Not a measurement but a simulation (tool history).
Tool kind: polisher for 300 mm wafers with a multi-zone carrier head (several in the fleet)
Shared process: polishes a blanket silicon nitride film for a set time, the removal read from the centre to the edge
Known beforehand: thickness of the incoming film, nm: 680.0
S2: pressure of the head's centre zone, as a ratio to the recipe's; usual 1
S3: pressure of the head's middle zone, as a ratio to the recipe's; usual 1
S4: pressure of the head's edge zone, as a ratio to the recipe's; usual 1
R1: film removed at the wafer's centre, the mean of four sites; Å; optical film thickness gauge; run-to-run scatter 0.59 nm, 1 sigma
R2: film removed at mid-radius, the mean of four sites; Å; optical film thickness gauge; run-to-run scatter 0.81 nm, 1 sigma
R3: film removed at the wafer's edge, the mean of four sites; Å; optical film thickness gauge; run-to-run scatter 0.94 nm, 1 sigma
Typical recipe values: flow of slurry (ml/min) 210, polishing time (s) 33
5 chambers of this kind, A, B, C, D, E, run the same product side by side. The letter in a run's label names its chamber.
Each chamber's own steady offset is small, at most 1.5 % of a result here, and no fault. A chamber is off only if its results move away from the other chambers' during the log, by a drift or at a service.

-- hour=3.2 chamber E: worn pad replaced by a new one
run 1D hour=10.5 | flow_of_slurry_(ml/min)=210 S2=1 S3=1 S4=1 polishing_time_(s)=33 | R1=666.53 R2=662.18 R3=642.06
run 2A hour=21.1 | flow_of_slurry_(ml/min)=210 S2=1 S3=1 S4=1 polishing_time_(s)=33 | R1=666.45 R2=657.78 R3=646.6
run 3C hour=27.5 | flow_of_slurry_(ml/min)=210 S2=1 S3=1 S4=1 polishing_time_(s)=33 | R1=667.74 R2=668.22 R3=670.77
-- hour=31.1 chamber A: worn pad replaced by a new one
-- hour=33.6 chamber D: worn pad replaced by a new one
run 4B hour=41.1 | flow_of_slurry_(ml/min)=210 S2=1 S3=1 S4=1 polishing_time_(s)=33 | R1=666.66 R2=654.67 R3=655.56
-- hour=47.5 chamber B: worn pad replaced by a new one
run 5E hour=53.4 | flow_of_slurry_(ml/min)=210 S2=1 S3=1 S4=1 polishing_time_(s)=33 | R1=666.6 R2=646.33 R3=671.36
run 6E hour=67.3 | flow_of_slurry_(ml/min)=210 S2=1 S3=1 S4=1 polishing_time_(s)=33 | R1=650.94 R2=669.34 R3=669.28
run 7C hour=76.5 | flow_of_slurry_(ml/min)=210 S2=1 S3=1 S4=1 polishing_time_(s)=33 | R1=667.38 R2=652.23 R3=657.79
run 8A hour=82.5 | flow_of_slurry_(ml/min)=210 S2=1 S3=1 S4=1 polishing_time_(s)=33 | R1=659.5 R2=663.52 R3=661.24
-- hour=82.7 chamber E: worn pad replaced by a new one
-- hour=91.9 chamber C: worn pad replaced by a new one
run 9B hour=93.3 | flow_of_slurry_(ml/min)=210 S2=1 S3=1.05 S4=1 polishing_time_(s)=33 | R1=662.96 R2=697.52 R3=667.08
run 10D hour=105.3 | flow_of_slurry_(ml/min)=210 S2=1 S3=1.05 S4=1 polishing_time_(s)=33 | R1=668.61 R2=690.48 R3=665.97
run 11E hour=119 | flow_of_slurry_(ml/min)=210 S2=1 S3=1.05 S4=1 polishing_time_(s)=33 | R1=654.02 R2=697.87 R3=664.3
-- hour=122.5 chamber B: worn pad replaced by a new one
-- hour=124.9 chamber A: worn pad replaced by a new one
-- hour=126.8 chamber D: centre zone pressure recalibrated
run 12A hour=127.7 | flow_of_slurry_(ml/min)=210 S2=1 S3=1.05 S4=1 polishing_time_(s)=33 | R1=658.83 R2=703.63 R3=645.92
-- hour=130.6 chamber D: worn pad replaced by a new one
run 13C hour=135 | flow_of_slurry_(ml/min)=210 S2=1 S3=1.05 S4=1 polishing_time_(s)=33 | R1=661.29 R2=684.46 R3=666.95
-- hour=147.5 chamber E: slurry nozzle cleaned
run 14B hour=147.9 | flow_of_slurry_(ml/min)=210 S2=1 S3=1 S4=1 polishing_time_(s)=33 | R1=664.09 R2=667.64 R3=660.58
run 15D hour=156.4 | flow_of_slurry_(ml/min)=210 S2=0.93 S3=1 S4=1 polishing_time_(s)=28 | R1=528.76 R2=574.63 R3=575.42
run 16D hour=164.1 | flow_of_slurry_(ml/min)=210 S2=0.93 S3=1 S4=1 polishing_time_(s)=28 | R1=533.48 R2=566.98 R3=561.14
-- hour=171.2 chamber E: worn pad replaced by a new one
run 17A hour=175.5 | flow_of_slurry_(ml/min)=210 S2=0.93 S3=1 S4=1 polishing_time_(s)=28 | R1=505.84 R2=560.19 R3=568.24
run 18B hour=183.3 | flow_of_slurry_(ml/min)=210 S2=0.93 S3=1 S4=1 polishing_time_(s)=28 | R1=517.25 R2=566.16 R3=561.3
-- hour=185.9 chamber C: worn pad replaced by a new one
run 19C hour=190.7 | flow_of_slurry_(ml/min)=210 S2=0.93 S3=1 S4=1 polishing_time_(s)=28 | R1=521.1 R2=575.93 R3=554.28
run 20E hour=197.7 | flow_of_slurry_(ml/min)=210 S2=1 S3=1 S4=1 polishing_time_(s)=33 | R1=662.99 R2=650.22 R3=667.59
run 21E hour=205.6 | flow_of_slurry_(ml/min)=210 S2=1 S3=1 S4=1 polishing_time_(s)=33 | R1=649.06 R2=634.22 R3=679.93
-- hour=207.1 chamber B: worn pad replaced by a new one
-- hour=214.8 chamber A: worn pad replaced by a new one
-- hour=215.3 chamber D: worn pad replaced by a new one
run 22C hour=218.9 | flow_of_slurry_(ml/min)=210 S2=1 S3=1 S4=1 polishing_time_(s)=33 | R1=675.03 R2=644.93 R3=686.64
run 23D hour=228.5 | flow_of_slurry_(ml/min)=210 S2=1 S3=1 S4=1 polishing_time_(s)=33 | R1=668.35 R2=667 R3=666.3
run 24A hour=241 | flow_of_slurry_(ml/min)=210 S2=1 S3=1 S4=0.89 polishing_time_(s)=33 | R1=627.15 R2=645.89 R3=617.42
run 25B hour=249.3 | flow_of_slurry_(ml/min)=210 S2=1 S3=1 S4=0.89 polishing_time_(s)=33 | R1=655.6 R2=672.41 R3=620.44
-- hour=253.1 chamber E: worn pad replaced by a new one
run 26B hour=261.8 | flow_of_slurry_(ml/min)=210 S2=1 S3=1 S4=0.89 polishing_time_(s)=33 | R1=653.19 R2=665.2 R3=617.18
run 27A hour=272.3 | flow_of_slurry_(ml/min)=210 S2=1 S3=1 S4=0.89 polishing_time_(s)=33 | R1=617.93 R2=649.37 R3=631.37
run 28E hour=282.3 | flow_of_slurry_(ml/min)=210 S2=1 S3=1 S4=0.89 polishing_time_(s)=33 | R1=659 R2=650.84 R3=623.05
-- hour=284.8 chamber C: worn pad replaced by a new one
-- hour=288 chamber B: worn pad replaced by a new one
run 29C hour=289.8 | flow_of_slurry_(ml/min)=210 S2=1 S3=1 S4=1 polishing_time_(s)=33 | R1=660.19 R2=664.18 R3=668.66
run 30D hour=298.4 | flow_of_slurry_(ml/min)=210 S2=1 S3=1 S4=1 polishing_time_(s)=33 | R1=659.19 R2=657.12 R3=667.64
-- hour=298.9 chamber A: slurry nozzle cleaned
-- hour=299.4 chamber C: slurry nozzle cleaned
-- hour=301.4 chamber D: worn pad replaced by a new one
-- hour=306.7 chamber D: edge zone pressure recalibrated
-- hour=310.5 chamber A: worn pad replaced by a new one
run 31E hour=311.1 | flow_of_slurry_(ml/min)=210 S2=1 S3=1 S4=1 polishing_time_(s)=33 | R1=656.85 R2=666.85 R3=664.43
run 32A hour=320.4 | flow_of_slurry_(ml/min)=210 S2=1 S3=1 S4=1 polishing_time_(s)=33 | R1=602.34 R2=672.85 R3=650.45
run 33B hour=327.8 | flow_of_slurry_(ml/min)=210 S2=1 S3=1 S4=1 polishing_time_(s)=33 | R1=661.68 R2=660.38 R3=673.48
run 34C hour=339.6 | flow_of_slurry_(ml/min)=210 S2=1 S3=1 S4=1 polishing_time_(s)=33 | R1=662.24 R2=672.5 R3=655.14
-- hour=348 chamber E: worn pad replaced by a new one
run 35D hour=348.1 | flow_of_slurry_(ml/min)=210 S2=1 S3=1 S4=1 polishing_time_(s)=33 | R1=668.17 R2=675.61 R3=668.11
run 36A hour=358.6 | flow_of_slurry_(ml/min)=210 S2=1.06 S3=0.91 S4=1 polishing_time_(s)=33 | R1=639.02 R2=602.73 R3=644.58
run 37E hour=367.5 | flow_of_slurry_(ml/min)=210 S2=1.06 S3=0.91 S4=1 polishing_time_(s)=33 | R1=705.56 R2=602.01 R3=662.87
-- hour=375.4 chamber C: worn pad replaced by a new one
-- hour=375.7 chamber B: worn pad replaced by a new one
run 38B hour=380.5 | flow_of_slurry_(ml/min)=210 S2=1.06 S3=0.91 S4=1 polishing_time_(s)=33 | R1=704.9 R2=597.47 R3=663.63
run 39D hour=389.5 | flow_of_slurry_(ml/min)=210 S2=1.06 S3=0.91 S4=1 polishing_time_(s)=33 | R1=718.99 R2=600.62 R3=663.26
-- hour=391.6 chamber A: worn pad replaced by a new one
run 40C hour=399.6 | flow_of_slurry_(ml/min)=210 S2=1.06 S3=0.91 S4=1 polishing_time_(s)=33 | R1=711.2 R2=601.4 R3=663.66
run 41E hour=411.9 | flow_of_slurry_(ml/min)=210 S2=1 S3=1 S4=1 polishing_time_(s)=33 | R1=648.83 R2=645.87 R3=672.94
run 42B hour=424.2 | flow_of_slurry_(ml/min)=210 S2=1 S3=1 S4=1 polishing_time_(s)=33 | R1=670.37 R2=666.14 R3=673.59
run 43A hour=437.7 | flow_of_slurry_(ml/min)=210 S2=1 S3=0.92 S4=1 polishing_time_(s)=33 | R1=582.29 R2=622.38 R3=668.08

Which is it: a chamber that has drifted or been left off by a service, a gauge drift common to all chambers, or only each chamber's usual small offset? If a chamber is off, name it and its likeliest cause.

One chamber, A, drifts off from the rest bit by bit.
Cause: centre zone's pressure below its setpoint, % = 10.9.

Chamber A could run next with any of the 4 candidate recipes listed below; each alters the usual settings, and their results appear as question marks. Which one brings its results back in line with what the other chambers deliver on the usual settings?
Counts as in line when no further than this from what the other chambers average on the usual settings: R1 21 Å; R2 28 Å; R3 33 Å
run 44A-1 hour=447.7 | flow_of_slurry_(ml/min)=215 S2=1.06 S3=0.99 S4=0.98 polishing_time_(s)=33 | R1=? R2=? R3=?
run 44A-2 hour=447.7 | flow_of_slurry_(ml/min)=205 S2=0.91 S3=1.03 S4=1.02 polishing_time_(s)=32 | R1=? R2=? R3=?
run 44A-3 hour=447.7 | flow_of_slurry_(ml/min)=215 S2=1.1 S3=0.97 S4=0.97 polishing_time_(s)=34 | R1=? R2=? R3=?
run 44A-4 hour=447.7 | flow_of_slurry_(ml/min)=205 S2=0.95 S3=1.02 S4=1.01 polishing_time_(s)=33 | R1=? R2=? R3=?

Average result of the remaining chambers running the usual settings: R1 661.74 Å; R2 659.28 Å; R3 663.54 Å
run=44A-1 R1=619.61 R2=658.62 R3=656.35
run=44A-2 R1=503.7 R2=658.28 R3=646.66
run=44A-3 R1=664.81 R2=666 R3=672.8
run=44A-4 R1=544.97 R2=672.72 R3=663.46
It is 44A-3 that realigns the chamber with its peers.

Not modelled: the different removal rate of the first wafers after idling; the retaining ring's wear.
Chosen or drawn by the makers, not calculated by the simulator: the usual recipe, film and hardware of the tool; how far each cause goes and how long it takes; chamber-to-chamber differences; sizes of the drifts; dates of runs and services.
